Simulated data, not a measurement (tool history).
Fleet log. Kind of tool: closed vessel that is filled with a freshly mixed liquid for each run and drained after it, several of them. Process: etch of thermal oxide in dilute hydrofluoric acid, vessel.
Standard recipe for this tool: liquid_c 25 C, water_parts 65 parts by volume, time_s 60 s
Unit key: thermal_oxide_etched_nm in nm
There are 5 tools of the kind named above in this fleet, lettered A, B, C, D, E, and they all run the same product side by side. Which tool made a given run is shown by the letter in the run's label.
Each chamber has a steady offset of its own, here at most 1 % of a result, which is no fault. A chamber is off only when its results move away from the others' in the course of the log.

run   hour  liquid_c  water_parts  time_s  hours since the thermometer was replaced  hours since the hydrofluoric acid flow meter was replaced  read-back film thickness of the thermal oxide reference wafer, read on the same gauge (nm)  thermal_oxide_etched_nm
 1A    5.4        25           65      60                                      60.8                                                      714.2                                                                                      39.984                   4.8236
 2B    9.5        25           65      60                                     914.8                                                      470.5                                                                                      40.004                   4.8815
      11.1  -- chamber D: thermometer replaced
 3C   16.8        25           65      60                                     994.7                                                     1187.5                                                                                      39.978                   4.8346
 4D   24.6        25           65      60                                      13.6                                                      329.9                                                                                      39.982                   4.9116
 5E   33.2        25           65      60                                     658.4                                                      795.9                                                                                      40.002                   4.8223
        34  -- chamber A: hydrofluoric acid flow meter replaced
 6A   37.9        25           65      60                                      93.3                                                        3.9                                                                                      40.003                   4.8554
 7D   44.6        25           65      60                                      33.6                                                      349.9                                                                                      39.984                    4.777
 8C     49        25           65      60                                    1026.9                                                     1219.7                                                                                      40.028                   4.8042
 9E   53.2        25           65      60                                     678.4                                                      815.9                                                                                      39.979                   4.7926
10B   62.2        25           65      60                                     967.5                                                      523.2                                                                                          40                   4.7966
11A     70        25           65      60                                     125.4                                                         36                                                                                      39.987                   4.9006
12C   74.7        25           65      60                                    1052.6                                                     1245.4                                                                                      39.987                   4.7613
13B   79.2        25           65      60                                     984.5                                                      540.2                                                                                      40.008                   4.7848
14E     88        25           65      60                                     713.2                                                      850.7                                                                                      39.986                   4.7709
15D   94.1        25           65      60                                      83.1                                                      399.4                                                                                      39.974                   4.7709
16C  102.3        25           65      60                                    1080.2                                                       1273                                                                                      40.008                   4.7876
17D  106.9        25           65      60                                      95.9                                                      412.2                                                                                      39.998                    4.881
18E  114.2        25           65      60                                     739.4                                                      876.9                                                                                      40.029                    4.818
19B  121.7        25           65      60                                      1027                                                      582.7                                                                                      39.993                   4.7128
20A  129.9        25           65      60                                     185.3                                                       95.9                                                                                      40.015                   4.8807
21E  139.1        25           65      60                                     764.3                                                      901.8                                                                                      39.988                   4.8079
22A  143.5        25           65      60                                     198.9                                                      109.5                                                                                      40.004                   4.7954
23D    149        25           65      60                                       138                                                      454.3                                                                                      40.011                   4.8927
24B  154.5        25           65      60                                    1059.8                                                      615.5                                                                                      40.006                   4.6149
25C  161.1        25           65      60                                      1139                                                     1331.8                                                                                      39.999                   4.8324
26B  167.2        29           85      60                                    1072.5                                                      628.2                                                                                       40.01                   3.9898
27D  171.4        29           85      60                                     160.4                                                      476.7                                                                                      39.981                   4.1797
28A  178.3        29           85      60                                     233.7                                                      144.3                                                                                          40                   4.2316
29E    186        29           85      60                                     811.2                                                      948.7                                                                                      39.983                   4.1705
30C  193.1        29           85      60                                      1171                                                     1363.8                                                                                      40.001                   4.1634
31A  198.6        25           65      60                                       254                                                      164.6                                                                                      39.999                   4.8233
32C    205        25           65      60                                    1182.9                                                     1375.7                                                                                      40.019                   4.7122
33B  213.4      20.5           65      60                                    1118.7                                                      674.4                                                                                      39.985                   3.7415
34E  222.4      20.5           65      60                                     847.6                                                      985.1                                                                                      39.988                   3.9995

Next, all 5 chambers run the settings below, one line each with question marks for the results. What does each chamber give?
35A  228.9        25           90      60                                                                                                                                                                                                                         ?
35B  228.9        25           90      60                                                                                                                                                                                                                         ?
35C  228.9        25           90      60                                                                                                                                                                                                                         ?
35D  228.9        25           90      60                                                                                                                                                                                                                         ?
35E  228.9        25           90      60                                                                                                                                                                                                                         ?

run  thermal_oxide_etched_nm
35A                   3.3572
35B                   3.1103
35C                   3.3128
35D                   3.3872
35E                   3.3155

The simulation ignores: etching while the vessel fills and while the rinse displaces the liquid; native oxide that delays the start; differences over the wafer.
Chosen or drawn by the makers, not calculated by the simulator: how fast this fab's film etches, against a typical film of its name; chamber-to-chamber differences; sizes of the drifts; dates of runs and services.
